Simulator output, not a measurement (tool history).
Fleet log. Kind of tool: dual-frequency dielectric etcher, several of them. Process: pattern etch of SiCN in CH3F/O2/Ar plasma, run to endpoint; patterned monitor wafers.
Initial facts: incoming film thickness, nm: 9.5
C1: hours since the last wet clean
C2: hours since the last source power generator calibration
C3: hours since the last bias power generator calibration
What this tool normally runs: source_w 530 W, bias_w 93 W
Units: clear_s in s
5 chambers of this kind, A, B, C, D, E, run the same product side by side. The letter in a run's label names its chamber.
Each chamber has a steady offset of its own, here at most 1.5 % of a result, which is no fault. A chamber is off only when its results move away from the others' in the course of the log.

run 1C day=0.304 | source_w=530 bias_w=93 | C1=160.6 C2=2891.2 C3=2650.6 | clear_s=21.119
run 2D day=0.529 | source_w=530 bias_w=93 | C1=256.6 C2=137.3 C3=4372.5 | clear_s=20.577
run 3E day=0.708 | source_w=530 bias_w=93 | C1=414.7 C2=1932 C3=1830.5 | clear_s=20.604
run 4B day=0.879 | source_w=530 bias_w=93 | C1=22.5 C2=677.5 C3=444.8 | clear_s=20.773
run 5A day=1.192 | source_w=530 bias_w=93 | C1=170.3 C2=1891.8 C3=2171.2 | clear_s=20.762
run 6B day=1.338 | source_w=530 bias_w=93 | C1=33.5 C2=688.5 C3=455.8 | clear_s=20.701
run 7C day=1.529 | source_w=530 bias_w=93 | C1=190 C2=2920.6 C3=2680 | clear_s=21.149
run 8D day=1.808 | source_w=530 bias_w=93 | C1=287.3 C2=168 C3=4403.2 | clear_s=20.467
run 9A day=1.971 | source_w=530 bias_w=93 | C1=189 C2=1910.5 C3=2189.9 | clear_s=20.765
-- day=2.05 chamber C: source power generator calibrated
run 10E day=2.217 | source_w=530 bias_w=93 | C1=450.9 C2=1968.2 C3=1866.7 | clear_s=20.827
run 11C day=2.375 | source_w=530 bias_w=93 | C1=210.3 C2=7.9 C3=2700.3 | clear_s=20.951
-- day=2.492 chamber E: wet clean of the chamber
run 12A day=2.667 | source_w=640 bias_w=103 | C1=205.7 C2=1927.2 C3=2206.6 | clear_s=18.682
run 13D day=2.975 | source_w=640 bias_w=103 | C1=315.3 C2=196 C3=4431.2 | clear_s=18.381
run 14E day=3.275 | source_w=640 bias_w=103 | C1=18.8 C2=1993.6 C3=1892.1 | clear_s=18.662
run 15B day=3.546 | source_w=640 bias_w=103 | C1=86.5 C2=741.5 C3=508.8 | clear_s=18.569
run 16A day=3.871 | source_w=640 bias_w=103 | C1=234.6 C2=1956.1 C3=2235.5 | clear_s=18.657
run 17C day=4.133 | source_w=530 bias_w=93 | C1=252.5 C2=50.1 C3=2742.5 | clear_s=20.942
-- day=4.212 chamber D: wet clean of the chamber
run 18D day=4.417 | source_w=530 bias_w=93 | C1=5 C2=230.6 C3=4465.8 | clear_s=21.569
run 19B day=4.583 | source_w=530 bias_w=93 | C1=111.4 C2=766.4 C3=533.7 | clear_s=20.904
-- day=4.604 chamber C: bias power generator calibrated
run 20E day=4.821 | source_w=530 bias_w=102 | C1=55.9 C2=2030.7 C3=1929.2 | clear_s=20.034
run 21A day=5.121 | source_w=530 bias_w=102 | C1=264.6 C2=1986.1 C3=2265.5 | clear_s=20.124
run 22C day=5.292 | source_w=530 bias_w=102 | C1=280.3 C2=77.9 C3=16.6 | clear_s=20.355
run 23E day=5.508 | source_w=530 bias_w=102 | C1=72.4 C2=2047.2 C3=1945.7 | clear_s=19.938
run 24D day=5.821 | source_w=530 bias_w=102 | C1=38.7 C2=264.3 C3=4499.5 | clear_s=20.651
run 25B day=6.046 | source_w=450 bias_w=113 | C1=146.5 C2=801.5 C3=568.8 | clear_s=20.583
run 26B day=6.346 | source_w=450 bias_w=113 | C1=153.7 C2=808.7 C3=576 | clear_s=20.456
run 27C day=6.583 | source_w=450 bias_w=113 | C1=311.3 C2=108.9 C3=47.6 | clear_s=20.701
run 28A day=6.808 | source_w=450 bias_w=113 | C1=305.1 C2=2026.6 C3=2306 | clear_s=20.505
run 29E day=6.996 | source_w=450 bias_w=113 | C1=108.1 C2=2082.9 C3=1981.4 | clear_s=20.424
run 30D day=7.212 | source_w=530 bias_w=93 | C1=72.1 C2=297.7 C3=4532.9 | clear_s=21.266
run 31E day=7.379 | source_w=530 bias_w=93 | C1=117.3 C2=2092.1 C3=1990.6 | clear_s=20.528
run 32C day=7.625 | source_w=480 bias_w=101 | C1=336.3 C2=133.9 C3=72.6 | clear_s=21.078
run 33B day=7.933 | source_w=480 bias_w=101 | C1=191.8 C2=846.8 C3=614.1 | clear_s=20.935
run 34D day=8.175 | source_w=480 bias_w=101 | C1=95.2 C2=320.8 C3=4556 | clear_s=21.602
run 35A day=8.442 | source_w=480 bias_w=101 | C1=344.3 C2=2065.8 C3=2345.2 | clear_s=20.847

Has any chamber moved away from the others, gradually or after a service, or does the common gauge drift, or do the chambers differ only by their own small steady offsets? State the chamber and the most likely cause if one applies.

The work done on chamber D during a service left it standing apart from the others.
Cause: etch rate under this chamber's usual, % = 3.81.

Chamber D could run next with any of the 4 candidate recipes listed below; each alters the usual settings, and their results appear as question marks. Which one brings its results back in line with what the other chambers deliver on the usual settings?
To be in line, a result may differ from the other chambers' mean on the usual settings by at most: clear_s 0.35 s
run 36D-1 day=8.675 | source_w=490 bias_w=93 | clear_s=?
run 36D-2 day=8.675 | source_w=610 bias_w=93 | clear_s=?
run 36D-3 day=8.675 | source_w=530 bias_w=100 | clear_s=?
run 36D-4 day=8.675 | source_w=490 bias_w=86 | clear_s=?

Mean of the other chambers on the usual settings: clear_s 20.806 s
run=36D-1 clear_s=22.021
run=36D-2 clear_s=20.3
run=36D-3 clear_s=20.823
run=36D-4 clear_s=22.661
36D-3 is the one that brings the chamber's results back in line with the other chambers.

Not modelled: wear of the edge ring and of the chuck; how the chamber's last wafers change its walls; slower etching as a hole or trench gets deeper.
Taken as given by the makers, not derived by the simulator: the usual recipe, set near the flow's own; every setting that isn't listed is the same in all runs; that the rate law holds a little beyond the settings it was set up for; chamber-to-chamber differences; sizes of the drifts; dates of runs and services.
